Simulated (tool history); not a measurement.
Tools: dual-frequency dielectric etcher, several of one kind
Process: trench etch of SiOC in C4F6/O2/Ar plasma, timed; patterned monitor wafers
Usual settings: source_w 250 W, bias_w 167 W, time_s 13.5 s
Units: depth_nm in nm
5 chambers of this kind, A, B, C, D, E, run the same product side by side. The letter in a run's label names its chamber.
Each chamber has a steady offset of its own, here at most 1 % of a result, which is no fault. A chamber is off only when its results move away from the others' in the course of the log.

| run | hour | source_w | bias_w | time_s | hours since the last wet clean | hours since the last source power generator calibration | hours since the last bias power generator calibration | read-back reference wafer on the same gauge, depth_nm | depth_nm |
|---|---|---|---|---|---|---|---|---|---|
| 1D | 6.5 | 250 | 167 | 13.5 | 92.6 | 80.6 | 2107.6 | 21.036 | 22.833 |
| 2B | 17.7 | 250 | 167 | 13.5 | 87 | 3698.3 | 909.8 | 21 | 22.769 |
| 3E | 24.3 | 250 | 167 | 13.5 | 606 | 3617.5 | 3195.2 | 20.99 | 22.788 |
| 4C | 30.5 | 250 | 167 | 13.5 | 248.7 | 269.2 | 71.1 | 20.988 | 22.703 |
|  | 36.3 | chamber E: wet clean of the chamber |
| 5A | 44 | 250 | 167 | 13.5 | 350.6 | 1767.9 | 1495.2 | 21.006 | 22.898 |
| 6C | 50.7 | 250 | 167 | 13.5 | 268.9 | 289.4 | 91.3 | 21.011 | 22.592 |
| 7D | 63.1 | 250 | 167 | 12 | 149.2 | 137.2 | 2164.2 | 21.004 | 20.268 |
| 8A | 74.2 | 250 | 167 | 12 | 380.8 | 1798.1 | 1525.4 | 20.989 | 20.334 |
| 9B | 81.5 | 250 | 167 | 12 | 150.8 | 3762.1 | 973.6 | 20.998 | 20.284 |
| 10E | 95.1 | 250 | 167 | 12 | 58.9 | 3688.3 | 3266 | 20.979 | 20.171 |
| 11C | 108.4 | 250 | 167 | 12 | 326.6 | 347.1 | 149 | 21 | 20.134 |
|  | 116.6 | chamber E: source power generator calibrated |
|  | 118.1 | chamber A: wet clean of the chamber |
| 12D | 120.4 | 270 | 167 | 13.5 | 206.5 | 194.5 | 2221.5 | 20.988 | 23.367 |
| 13E | 126.9 | 270 | 167 | 13.5 | 90.7 | 10.4 | 3297.8 | 21.017 | 23.378 |
| 14A | 138.7 | 270 | 167 | 13.5 | 20.7 | 1862.6 | 1589.9 | 20.975 | 23.487 |
| 15B | 149 | 270 | 167 | 13.5 | 218.3 | 3829.6 | 1041.1 | 21.007 | 23.597 |
| 16A | 162.3 | 270 | 167 | 13.5 | 44.3 | 1886.2 | 1613.5 | 20.978 | 23.573 |
| 17E | 169.5 | 250 | 167 | 13.5 | 133.3 | 53 | 3340.4 | 20.997 | 22.634 |
|  | 169.6 | chamber C: wet clean of the chamber |
|  | 173.3 | chamber E: bias power generator calibrated |
| 18B | 177.4 | 250 | 167 | 13.5 | 246.7 | 3858 | 1069.5 | 20.979 | 22.898 |
| 19C | 188 | 250 | 167 | 13.5 | 18.5 | 426.7 | 228.6 | 20.998 | 22.587 |
| 20D | 194.8 | 250 | 167 | 13.5 | 280.9 | 268.9 | 2295.9 | 20.99 | 22.869 |
| 21D | 208.1 | 250 | 167 | 13.5 | 294.2 | 282.2 | 2309.2 | 20.996 | 22.899 |
| 22E | 215.3 | 250 | 167 | 13.5 | 179.1 | 98.8 | 42 | 20.979 | 22.555 |
| 23B | 221.5 | 250 | 167 | 13.5 | 290.8 | 3902.1 | 1113.6 | 20.978 | 22.931 |
| 24C | 228.9 | 250 | 140 | 13.5 | 59.4 | 467.6 | 269.5 | 21.012 | 21.486 |
| 25A | 242 | 250 | 140 | 13.5 | 124 | 1965.9 | 1693.2 | 20.992 | 21.737 |
| 26B | 249 | 250 | 140 | 13.5 | 318.3 | 3929.6 | 1141.1 | 21.014 | 21.722 |
| 27C | 259.3 | 250 | 140 | 13.5 | 89.8 | 498 | 299.9 | 20.995 | 21.457 |
| 28E | 269.6 | 250 | 140 | 13.5 | 233.4 | 153.1 | 96.3 | 21.001 | 21.512 |
| 29A | 281.1 | 280 | 147 | 13.5 | 163.1 | 2005 | 1732.3 | 20.984 | 23.105 |
| 30D | 294.5 | 280 | 147 | 13.5 | 380.6 | 368.6 | 2395.6 | 21.002 | 22.802 |
| 31A | 305.6 | 280 | 147 | 13.5 | 187.6 | 2029.5 | 1756.8 | 21.006 | 22.981 |
| 32E | 318.9 | 280 | 147 | 13.5 | 282.7 | 202.4 | 145.6 | 21.015 | 22.817 |

All 5 chambers run these settings next. Forecast each chamber's results:
| 33A | 328.9 | 250 | 187 | 13.5 |  |  |  |  | ? |
| 33B | 328.9 | 250 | 187 | 13.5 |  |  |  |  | ? |
| 33C | 328.9 | 250 | 187 | 13.5 |  |  |  |  | ? |
| 33D | 328.9 | 250 | 187 | 13.5 |  |  |  |  | ? |
| 33E | 328.9 | 250 | 187 | 13.5 |  |  |  |  | ? |

| run | depth_nm |
|---|---|
| 33A | 23.742 |
| 33B | 23.601 |
| 33C | 23.433 |
| 33D | 23.817 |
| 33E | 23.537 |
